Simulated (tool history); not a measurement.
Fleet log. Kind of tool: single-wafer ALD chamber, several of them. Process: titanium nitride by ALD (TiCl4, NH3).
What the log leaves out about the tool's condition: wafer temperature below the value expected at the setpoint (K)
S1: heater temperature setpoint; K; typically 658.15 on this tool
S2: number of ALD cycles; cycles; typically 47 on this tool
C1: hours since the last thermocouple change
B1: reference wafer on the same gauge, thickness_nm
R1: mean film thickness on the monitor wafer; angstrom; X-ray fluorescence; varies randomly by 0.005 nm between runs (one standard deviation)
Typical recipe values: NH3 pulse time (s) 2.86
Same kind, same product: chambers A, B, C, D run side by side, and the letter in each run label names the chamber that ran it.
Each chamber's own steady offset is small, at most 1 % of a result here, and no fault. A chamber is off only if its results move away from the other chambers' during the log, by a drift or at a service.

{"run": "1B", "hour": 6.2, "S1": 658.15, "S2": 47, "NH3 pulse time (s)": 2.86, "C1": 1145.1, "B1": 1.0703, "R1": 10.417}
{"run": "2C", "hour": 17.9, "S1": 658.15, "S2": 47, "NH3 pulse time (s)": 2.86, "C1": 1475.0, "B1": 1.07, "R1": 10.518}
{"run": "3A", "hour": 24.3, "S1": 658.15, "S2": 47, "NH3 pulse time (s)": 2.86, "C1": 605.0, "B1": 1.0689, "R1": 10.306}
{"run": "4D", "hour": 34.2, "S1": 658.15, "S2": 47, "NH3 pulse time (s)": 2.86, "C1": 367.1, "B1": 1.0696, "R1": 10.388}
{"run": "5D", "hour": 45.0, "S1": 658.15, "S2": 47, "NH3 pulse time (s)": 2.86, "C1": 377.9, "B1": 1.0707, "R1": 10.478}
{"run": "6C", "hour": 54.1, "S1": 658.15, "S2": 47, "NH3 pulse time (s)": 2.86, "C1": 1511.2, "B1": 1.0703, "R1": 10.468}
{"run": "7B", "hour": 61.2, "S1": 658.15, "S2": 47, "NH3 pulse time (s)": 2.86, "C1": 1200.1, "B1": 1.0699, "R1": 10.394}
{"run": "8A", "hour": 73.7, "S1": 658.15, "S2": 47, "NH3 pulse time (s)": 2.86, "C1": 654.4, "B1": 1.0694, "R1": 10.323}
{"run": "9A", "hour": 80.3, "S1": 658.15, "S2": 38, "NH3 pulse time (s)": 2.86, "C1": 661.0, "B1": 1.0705, "R1": 8.4079}
{"run": "10D", "hour": 91.7, "S1": 658.15, "S2": 38, "NH3 pulse time (s)": 2.86, "C1": 424.6, "B1": 1.0697, "R1": 8.4335}
{"run": "11C", "hour": 100.7, "S1": 658.15, "S2": 38, "NH3 pulse time (s)": 2.86, "C1": 1557.8, "B1": 1.0698, "R1": 8.4698}
{"run": "12B", "hour": 112.5, "S1": 658.15, "S2": 38, "NH3 pulse time (s)": 2.86, "C1": 1251.4, "B1": 1.0712, "R1": 8.425}
{"run": "13C", "hour": 120.5, "S1": 658.15, "S2": 47, "NH3 pulse time (s)": 2.86, "C1": 1577.6, "B1": 1.0708, "R1": 10.527}
{"run": "14D", "hour": 130.5, "S1": 658.15, "S2": 47, "NH3 pulse time (s)": 2.86, "C1": 463.4, "B1": 1.0701, "R1": 10.422}
{"run": "15B", "hour": 142.5, "S1": 658.15, "S2": 47, "NH3 pulse time (s)": 2.86, "C1": 1281.4, "B1": 1.0693, "R1": 10.344}
{"run": "16A", "hour": 153.7, "S1": 658.15, "S2": 47, "NH3 pulse time (s)": 2.86, "C1": 734.4, "B1": 1.0697, "R1": 10.321}
{"run": "17D", "hour": 160.1, "S1": 658.15, "S2": 47, "NH3 pulse time (s)": 2.86, "C1": 493.0, "B1": 1.0691, "R1": 10.424}
{"run": "18C", "hour": 165.8, "S1": 658.15, "S2": 47, "NH3 pulse time (s)": 2.86, "C1": 1622.9, "B1": 1.0695, "R1": 10.438}
{"run": "19A", "hour": 177.3, "S1": 658.15, "S2": 47, "NH3 pulse time (s)": 2.86, "C1": 758.0, "B1": 1.0694, "R1": 10.298}
{"run": "20B", "hour": 185.6, "S1": 658.15, "S2": 47, "NH3 pulse time (s)": 2.86, "C1": 1324.5, "B1": 1.0693, "R1": 10.326}
{"run": "21B", "hour": 191.8, "S1": 667.15, "S2": 41, "NH3 pulse time (s)": 2.86, "C1": 1330.7, "B1": 1.0701, "R1": 9.0432}
{"run": "22C", "hour": 202.2, "S1": 667.15, "S2": 41, "NH3 pulse time (s)": 2.86, "C1": 1659.3, "B1": 1.0705, "R1": 9.1792}
{"run": "23A", "hour": 207.7, "S1": 667.15, "S2": 41, "NH3 pulse time (s)": 2.86, "C1": 788.4, "B1": 1.0695, "R1": 9.0681}
{"hour": 215.0, "done": "chamber B: thermocouple changed; heater temperature recalibrated"}
{"run": "24D", "hour": 217.6, "S1": 667.15, "S2": 41, "NH3 pulse time (s)": 2.86, "C1": 550.5, "B1": 1.07, "R1": 9.1743}
{"hour": 224.0, "done": "chamber C: thermocouple changed; heater temperature recalibrated"}
{"run": "25B", "hour": 227.0, "S1": 658.15, "S2": 47, "NH3 pulse time (s)": 2.86, "C1": 12.0, "B1": 1.0701, "R1": 10.427}
{"run": "26C", "hour": 235.8, "S1": 644.15, "S2": 47, "NH3 pulse time (s)": 2.86, "C1": 11.8, "B1": 1.0703, "R1": 10.314}
{"run": "27A", "hour": 243.4, "S1": 644.15, "S2": 47, "NH3 pulse time (s)": 2.86, "C1": 824.1, "B1": 1.0699, "R1": 10.115}
{"run": "28D", "hour": 252.7, "S1": 644.15, "S2": 47, "NH3 pulse time (s)": 2.86, "C1": 585.6, "B1": 1.0689, "R1": 10.288}
{"run": "29A", "hour": 258.8, "S1": 644.15, "S2": 47, "NH3 pulse time (s)": 2.86, "C1": 839.5, "B1": 1.0704, "R1": 10.216}
{"run": "30C", "hour": 269.1, "S1": 658.15, "S2": 47, "NH3 pulse time (s)": 2.86, "C1": 45.1, "B1": 1.0705, "R1": 10.437}
{"run": "31B", "hour": 278.6, "S1": 658.15, "S2": 41, "NH3 pulse time (s)": 2.86, "C1": 63.6, "B1": 1.0704, "R1": 9.0808}
{"run": "32D", "hour": 286.1, "S1": 658.15, "S2": 41, "NH3 pulse time (s)": 2.86, "C1": 619.0, "B1": 1.0702, "R1": 9.1232}
{"run": "33A", "hour": 294.6, "S1": 658.15, "S2": 41, "NH3 pulse time (s)": 2.86, "C1": 875.3, "B1": 1.0694, "R1": 8.9313}
{"run": "34C", "hour": 305.6, "S1": 658.15, "S2": 41, "NH3 pulse time (s)": 2.86, "C1": 81.6, "B1": 1.07, "R1": 9.0813}
{"run": "35B", "hour": 312.9, "S1": 658.15, "S2": 47, "NH3 pulse time (s)": 2.86, "C1": 97.9, "B1": 1.0698, "R1": 10.399}
{"run": "36D", "hour": 323.2, "S1": 658.15, "S2": 47, "NH3 pulse time (s)": 2.86, "C1": 656.1, "B1": 1.0705, "R1": 10.393}
{"run": "37C", "hour": 332.4, "S1": 658.15, "S2": 47, "NH3 pulse time (s)": 2.86, "C1": 108.4, "B1": 1.0694, "R1": 10.443}
{"run": "38B", "hour": 342.2, "S1": 658.15, "S2": 47, "NH3 pulse time (s)": 2.86, "C1": 127.2, "B1": 1.0693, "R1": 10.341}
{"run": "39D", "hour": 353.7, "S1": 658.15, "S2": 47, "NH3 pulse time (s)": 2.86, "C1": 686.6, "B1": 1.0695, "R1": 10.423}

Does one chamber stand apart from the rest, does the shared gauge drift, or is all well apart from small per-chamber offsets? Give the chamber and the most likely cause, where there is one.

No chamber stands off beyond its own small offset, and the gauge holds steady.
